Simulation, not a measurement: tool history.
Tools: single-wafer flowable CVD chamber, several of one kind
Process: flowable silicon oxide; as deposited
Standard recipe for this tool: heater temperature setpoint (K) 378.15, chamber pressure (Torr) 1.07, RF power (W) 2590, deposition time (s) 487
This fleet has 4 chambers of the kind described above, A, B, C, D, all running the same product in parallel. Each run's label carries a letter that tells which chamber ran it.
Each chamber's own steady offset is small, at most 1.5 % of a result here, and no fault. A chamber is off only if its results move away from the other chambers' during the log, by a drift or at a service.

run	hour	heater temperature setpoint (K)	chamber pressure (Torr)	RF power (W)	deposition time (s)	read-back reference wafer on the same gauge, thickness_nm	mean film thickness on the monitor wafer (Å)
1A	4.7	378.15	1.07	2590	487	305.82	3785.3
2D	8.1	378.15	1.07	2590	487	306.28	3736.5
3B	12.6	378.15	1.07	2590	487	306.18	3718.3
# hour 13.3: chamber A: RF generator calibrated
4C	16.6	378.15	1.07	2590	487	305.70	3725.7
5B	21.1	378.15	1.07	2590	487	305.88	3700.7
6C	25.2	378.15	1.18	3025	487	305.88	4247.0
7D	31.1	378.15	1.18	3025	487	306.23	4233.9
# hour 33.1: chamber B: capacitance manometer re-zeroed and calibrated
8A	36.7	378.15	1.18	3025	487	306.22	4323.8
9A	41.2	378.15	1.18	3025	487	306.17	4272.4
10D	44.6	378.15	1.07	2590	487	305.76	3708.5
11C	49.3	378.15	1.07	2590	487	306.26	3727.3
12B	54.8	378.15	1.07	2590	487	306.22	3844.1
# hour 55.2: chamber D: RF generator calibrated
13C	59.4	391.15	1.07	2590	487	306.06	2483.1
14D	64.6	391.15	1.07	2590	487	306.15	2460.3
15A	68.3	391.15	1.07	2590	487	306.14	2499.7
16B	73.3	391.15	1.07	2590	487	306.06	2544.2
17B	77.3	378.15	1.07	2590	487	306.27	3848.2
18A	81.5	378.15	1.07	2590	487	305.85	3793.9
19C	84.3	378.15	1.07	2590	487	306.18	3760.7
20D	89.3	378.15	1.07	2590	487	305.93	3736.9
21A	93.1	378.15	1.07	2590	487	305.91	3786.6
22C	96.1	378.15	1.07	2590	487	305.71	3730.8
23B	98.9	378.15	1.07	2590	487	306.23	3832.4
24D	102.9	378.15	1.07	2590	487	305.68	3727.7
25C	105.6	378.15	1.07	2590	487	305.97	3733.2

Decide between three cases: one chamber stands off from its peers, the gauge reading all wafers drifts, or nothing is wrong past each chamber's small offset. Where a chamber is off, say which and what most likely put it there.

The work done on chamber B during a service left it standing apart from the others.
Cause: true pressure above the setpoint (%) = 2.81.

Below are 4 candidate recipes for chamber B's next run, each the usual settings with a change, their results shown as question marks. Which of them brings B's results back in line with what the other chambers give on the usual settings?
In-line tolerance around the mean of the other chambers on the usual settings: mean film thickness on the monitor wafer (Å) 51.0
26B-1	109.8	377.15	1.08	2590	487		?
26B-2	109.8	378.15	1.06	2590	483		?
26B-3	109.8	379.15	1.06	2590	485		?
26B-4	109.8	378.15	1.09	2590	487		?

What the other chambers average on the usual settings: mean film thickness on the monitor wafer (Å) 3755.2
run	mean film thickness on the monitor wafer (Å)
26B-1	4017.2
26B-2	3772.1
26B-3	3663.1
26B-4	3924.9
With 26B-2, the chamber falls back in line with the rest.

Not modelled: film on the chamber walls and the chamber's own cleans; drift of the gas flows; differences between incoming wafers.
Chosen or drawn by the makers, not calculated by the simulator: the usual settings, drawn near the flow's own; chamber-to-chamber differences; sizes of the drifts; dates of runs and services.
